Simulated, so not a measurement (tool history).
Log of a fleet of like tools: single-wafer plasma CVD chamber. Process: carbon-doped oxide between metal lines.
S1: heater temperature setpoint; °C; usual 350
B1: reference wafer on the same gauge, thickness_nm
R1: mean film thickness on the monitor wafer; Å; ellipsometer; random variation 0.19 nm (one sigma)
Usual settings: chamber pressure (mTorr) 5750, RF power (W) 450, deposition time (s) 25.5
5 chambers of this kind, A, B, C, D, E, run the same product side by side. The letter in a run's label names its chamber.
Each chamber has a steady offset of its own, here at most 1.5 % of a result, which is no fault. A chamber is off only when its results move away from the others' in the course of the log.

run 1E hour=6 | S1=350 chamber_pressure_(mTorr)=5750 RF_power_(W)=450 deposition_time_(s)=25.5 | B1=130.03 | R1=1225
run 2C hour=12.3 | S1=350 chamber_pressure_(mTorr)=5750 RF_power_(W)=450 deposition_time_(s)=25.5 | B1=130.06 | R1=1254
run 3B hour=15.9 | S1=350 chamber_pressure_(mTorr)=5750 RF_power_(W)=450 deposition_time_(s)=25.5 | B1=130.06 | R1=1241.5
run 4A hour=18.8 | S1=350 chamber_pressure_(mTorr)=5750 RF_power_(W)=450 deposition_time_(s)=25.5 | B1=130.08 | R1=1234.6
run 5D hour=24.5 | S1=350 chamber_pressure_(mTorr)=5750 RF_power_(W)=450 deposition_time_(s)=25.5 | B1=130.12 | R1=1239.8
run 6D hour=29.7 | S1=350 chamber_pressure_(mTorr)=5750 RF_power_(W)=450 deposition_time_(s)=25.5 | B1=130.14 | R1=1236.8
run 7C hour=32.8 | S1=350 chamber_pressure_(mTorr)=5750 RF_power_(W)=450 deposition_time_(s)=25.5 | B1=130.18 | R1=1257
run 8A hour=38.8 | S1=350 chamber_pressure_(mTorr)=5750 RF_power_(W)=450 deposition_time_(s)=25.5 | B1=130.16 | R1=1240.1
run 9E hour=42.4 | S1=350 chamber_pressure_(mTorr)=5750 RF_power_(W)=450 deposition_time_(s)=25.5 | B1=130.25 | R1=1224.2
-- hour=42.7 chamber C: RF generator calibrated
run 10B hour=47 | S1=350 chamber_pressure_(mTorr)=5750 RF_power_(W)=450 deposition_time_(s)=25.5 | B1=130.18 | R1=1242.9
run 11A hour=50.2 | S1=350 chamber_pressure_(mTorr)=5750 RF_power_(W)=450 deposition_time_(s)=25.5 | B1=130.23 | R1=1237.8
run 12D hour=54 | S1=364 chamber_pressure_(mTorr)=5750 RF_power_(W)=420 deposition_time_(s)=25.5 | B1=130.25 | R1=1136.3
-- hour=59.7 chamber D: capacitance manometer re-zeroed and calibrated
run 13C hour=60.5 | S1=364 chamber_pressure_(mTorr)=5750 RF_power_(W)=420 deposition_time_(s)=25.5 | B1=130.32 | R1=1152.2
run 14E hour=64.4 | S1=364 chamber_pressure_(mTorr)=5750 RF_power_(W)=420 deposition_time_(s)=25.5 | B1=130.38 | R1=1121.8
run 15B hour=69.1 | S1=364 chamber_pressure_(mTorr)=5750 RF_power_(W)=420 deposition_time_(s)=25.5 | B1=130.32 | R1=1139.8
run 16A hour=74.3 | S1=364 chamber_pressure_(mTorr)=5750 RF_power_(W)=420 deposition_time_(s)=25.5 | B1=130.32 | R1=1133.7
run 17D hour=78.7 | S1=350 chamber_pressure_(mTorr)=5750 RF_power_(W)=450 deposition_time_(s)=25.5 | B1=130.41 | R1=1240.2
run 18C hour=81.8 | S1=350 chamber_pressure_(mTorr)=5750 RF_power_(W)=450 deposition_time_(s)=25.5 | B1=130.39 | R1=1261.1
run 19E hour=86.9 | S1=350 chamber_pressure_(mTorr)=5750 RF_power_(W)=450 deposition_time_(s)=25.5 | B1=130.44 | R1=1227.9
run 20B hour=92.7 | S1=350 chamber_pressure_(mTorr)=5750 RF_power_(W)=505 deposition_time_(s)=25.5 | B1=130.46 | R1=1343.3
run 21B hour=96.5 | S1=350 chamber_pressure_(mTorr)=5750 RF_power_(W)=505 deposition_time_(s)=25.5 | B1=130.49 | R1=1342.7
run 22D hour=102.1 | S1=350 chamber_pressure_(mTorr)=5750 RF_power_(W)=505 deposition_time_(s)=25.5 | B1=130.48 | R1=1339.5
run 23E hour=106.7 | S1=350 chamber_pressure_(mTorr)=5750 RF_power_(W)=505 deposition_time_(s)=25.5 | B1=130.55 | R1=1327.9
run 24C hour=112.7 | S1=350 chamber_pressure_(mTorr)=5750 RF_power_(W)=505 deposition_time_(s)=25.5 | B1=130.56 | R1=1359.3
run 25A hour=117.6 | S1=350 chamber_pressure_(mTorr)=5750 RF_power_(W)=450 deposition_time_(s)=25.5 | B1=130.57 | R1=1237.7
run 26D hour=123.6 | S1=350 chamber_pressure_(mTorr)=5750 RF_power_(W)=450 deposition_time_(s)=25.5 | B1=130.65 | R1=1242.1
run 27A hour=129.8 | S1=358 chamber_pressure_(mTorr)=5750 RF_power_(W)=450 deposition_time_(s)=25.5 | B1=130.69 | R1=1215.4
run 28C hour=135.8 | S1=358 chamber_pressure_(mTorr)=5750 RF_power_(W)=450 deposition_time_(s)=25.5 | B1=130.64 | R1=1237.7
run 29B hour=139 | S1=358 chamber_pressure_(mTorr)=5750 RF_power_(W)=450 deposition_time_(s)=25.5 | B1=130.69 | R1=1220.3
run 30E hour=142.8 | S1=358 chamber_pressure_(mTorr)=5750 RF_power_(W)=450 deposition_time_(s)=25.5 | B1=130.76 | R1=1205.7
run 31C hour=147.5 | S1=358 chamber_pressure_(mTorr)=5750 RF_power_(W)=450 deposition_time_(s)=25.5 | B1=130.7 | R1=1236.5
run 32D hour=154 | S1=350 chamber_pressure_(mTorr)=5750 RF_power_(W)=450 deposition_time_(s)=25.5 | B1=130.73 | R1=1242.6
run 33B hour=158.1 | S1=350 chamber_pressure_(mTorr)=5750 RF_power_(W)=450 deposition_time_(s)=25.5 | B1=130.73 | R1=1250.8

What goes on in this fleet: one chamber off, a drifting gauge, or nothing beyond the chambers' own small offsets? Name the chamber and the cause, if any.

The gauge drifts, so all chambers seem to drift together. No chamber is off.
Cause: gauge reads high (%) = 0.618.
